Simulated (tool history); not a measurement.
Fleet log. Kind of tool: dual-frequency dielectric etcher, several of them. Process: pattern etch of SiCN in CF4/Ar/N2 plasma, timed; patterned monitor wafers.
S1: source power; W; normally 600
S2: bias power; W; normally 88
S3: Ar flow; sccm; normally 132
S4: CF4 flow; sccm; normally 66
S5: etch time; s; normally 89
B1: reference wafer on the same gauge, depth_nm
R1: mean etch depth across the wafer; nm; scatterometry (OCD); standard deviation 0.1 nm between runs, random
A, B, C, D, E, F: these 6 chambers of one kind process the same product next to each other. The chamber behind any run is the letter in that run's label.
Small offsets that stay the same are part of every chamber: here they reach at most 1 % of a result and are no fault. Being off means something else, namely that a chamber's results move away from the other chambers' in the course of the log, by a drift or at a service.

run,hour,S1,S2,S3,S4,S5,B1,R1
1C,10.4,600,88,132,66,89,102.99,100.94
2F,20.3,600,88,132,66,89,102.97,101.07
3D,32.7,600,88,132,66,89,102.94,101.34
4A,39.4,600,88,132,66,89,102.98,99.844
5B,46.4,600,88,132,66,89,102.94,100.13
6E,52.4,600,88,132,66,89,102.93,100.29
# hour 59.9: chamber C: wet clean of the chamber
7F,64.2,600,88,132,66,89,102.92,100.86
8A,75.8,600,88,159,80,89,102.9,99.925
9D,81.9,600,88,159,80,89,102.92,101.37
# hour 84.2: chamber A: wet clean of the chamber
10C,90.1,600,88,159,80,89,102.9,100.91
11B,102.8,600,88,159,80,89,102.88,100.21
12E,110.3,600,88,159,80,89,102.88,100.34
13C,119.3,600,88,159,80,89,102.87,100.78
14B,126.7,600,88,132,66,89,102.85,99.995
15A,138.1,600,88,132,66,89,102.84,99.948
16D,149.7,600,88,132,66,89,102.83,100.8
17F,160.8,600,88,132,66,89,102.8,101.03
18E,172.4,600,88,132,66,89,102.78,100.29
19F,182.9,600,88,132,51,89,102.8,96.83
20B,193.7,600,88,132,51,89,102.78,95.989
21E,200.2,600,88,132,51,89,102.74,96.267
22D,206,600,88,132,51,89,102.77,96.93
23C,215.8,600,88,132,51,89,102.75,96.537
24A,226.3,600,88,132,51,89,102.76,95.866
# hour 228.6: chamber B: wet clean of the chamber
25D,233.2,600,88,132,77,89,102.71,103.4
26A,245,600,88,132,77,89,102.69,102.05
27C,251.7,600,88,132,77,89,102.74,103.02
28E,259.4,600,88,132,77,89,102.72,102.74
29F,269.4,600,88,132,77,89,102.68,103.16
30B,279.3,600,88,132,77,89,102.7,102.08
31F,287.4,600,88,132,66,89,102.66,100.85
32C,297.6,460,88,132,66,115,102.67,102.62
33B,304.2,460,88,132,66,115,102.67,102.31
# hour 307.2: chamber D: wet clean of the chamber
34A,314.8,460,88,132,66,115,102.68,101.99
# hour 323.8: chamber F: wet clean of the chamber
35D,325.4,460,88,132,66,115,102.6,103.02
36E,333.5,460,88,132,66,115,102.6,102.38
37B,339.7,460,88,132,66,115,102.6,102.17
38F,350.3,600,88,132,66,89,102.61,100.76
39A,360.1,600,88,132,66,89,102.57,99.684

Next, every chamber runs the same settings. What will each give?
40A,369.5,600,88,132,76,89,,?
40B,369.5,600,88,132,76,89,,?
40C,369.5,600,88,132,76,89,,?
40D,369.5,600,88,132,76,89,,?
40E,369.5,600,88,132,76,89,,?
40F,369.5,600,88,132,76,89,,?

run,R1
40A,101.9
40B,101.88
40C,102.56
40D,102.97
40E,102.34
40F,102.83
